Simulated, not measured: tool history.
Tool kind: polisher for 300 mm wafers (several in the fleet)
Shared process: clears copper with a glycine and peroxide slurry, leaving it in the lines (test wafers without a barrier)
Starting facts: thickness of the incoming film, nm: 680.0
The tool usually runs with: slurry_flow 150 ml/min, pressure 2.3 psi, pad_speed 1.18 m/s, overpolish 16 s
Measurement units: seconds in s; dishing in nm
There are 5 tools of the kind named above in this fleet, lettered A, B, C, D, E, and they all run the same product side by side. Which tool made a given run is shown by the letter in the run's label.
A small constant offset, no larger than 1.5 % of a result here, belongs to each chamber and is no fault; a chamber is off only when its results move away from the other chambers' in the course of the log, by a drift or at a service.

run	hour	slurry_flow	pressure	pad_speed	overpolish	wafers polished on this pad	hours since the slurry nozzle was cleaned	hours since the head pressure was calibrated	seconds	dishing
1A	3.3	150	2.3	1.18	16	163	847.7	215.4	123.220	55.380
2E	8.3	150	2.3	1.18	16	247	441.0	130.6	121.360	57.139
3D	10.9	150	2.3	1.18	16	720	338.9	17.3	116.800	54.989
# hour 13.3: chamber A: slurry nozzle cleaned
4B	15.9	150	2.3	1.18	16	682	494.1	427.2	121.370	55.332
5C	21.7	150	2.3	1.18	16	178	168.9	350.6	121.340	55.259
6D	24.6	150	2.3	1.18	16	803	352.6	31.0	124.700	56.886
7E	30.3	150	2.3	1.46	16	382	463.0	152.6	100.420	65.784
8B	33.6	150	2.3	1.46	16	790	511.8	444.9	100.550	64.069
9A	39.1	150	2.3	1.46	16	381	25.9	251.2	103.730	64.179
10C	43.4	150	2.3	1.46	16	310	190.6	372.3	102.260	61.971
11E	46.6	150	2.3	1.46	16	481	479.3	168.9	101.380	64.786
12B	52.2	150	2.3	1.18	16	903	530.4	463.5	124.550	57.717
# hour 56.4: chamber B: worn pad replaced by a new one
13A	56.8	150	2.3	1.18	16	489	43.6	268.9	125.620	57.850
14D	60.5	150	2.3	1.18	16	1022	388.5	66.9	122.740	54.498
15C	64.9	150	2.3	1.18	16	441	212.1	393.8	124.270	55.863
16B	70.3	150	2.3	1.18	16	85	548.5	481.6	117.010	55.767
# hour 73.7: chamber A: worn pad replaced by a new one
17D	74.6	150	2.3	1.18	16	1108	402.6	81.0	119.410	56.345
# hour 75.3: chamber D: worn pad replaced by a new one
18E	79.8	150	2.3	1.18	16	683	512.5	202.1	122.880	55.798
19A	85.6	150	2.3	1.18	16	72	72.4	297.7	126.760	56.457
20C	90.6	150	2.3	1.18	20	598	237.8	419.5	122.520	66.212
21B	93.8	150	2.3	1.18	20	228	572.0	505.1	121.760	66.933
# hour 95.9: chamber C: slurry nozzle cleaned
22C	98.6	150	2.3	1.18	20	647	2.8	427.5	118.180	65.246
23A	101.7	150	2.3	1.18	20	170	88.5	313.8	124.120	68.494
24D	104.8	150	2.3	1.18	20	180	432.8	111.2	124.070	67.441
25E	110.2	150	2.3	1.18	16	869	542.9	232.5	123.350	56.070
26B	115.0	150	2.3	1.18	16	357	593.2	526.3	123.820	57.543
27A	118.1	150	2.3	1.18	16	270	104.9	330.2	121.980	57.758
28E	121.5	150	2.3	1.18	16	938	554.2	243.8	120.860	57.005
29D	125.7	150	2.3	1.42	16	307	453.7	132.1	107.410	61.229
30C	129.1	150	2.3	1.42	16	833	33.3	458.0	104.990	63.881
31B	132.7	150	2.3	1.42	16	465	610.9	544.0	98.983	64.482

The same settings go to every chamber for the next run, one line per chamber below. Forecast the results for each:
32A	136.9	150	1.5	1.18	16				?	?
32B	136.9	150	1.5	1.18	16				?	?
32C	136.9	150	1.5	1.18	16				?	?
32D	136.9	150	1.5	1.18	16				?	?
32E	136.9	150	1.5	1.18	16				?	?

run	seconds	dishing
32A	172.130	41.323
32B	177.590	42.629
32C	167.570	42.027
32D	168.450	41.215
32E	170.740	41.875
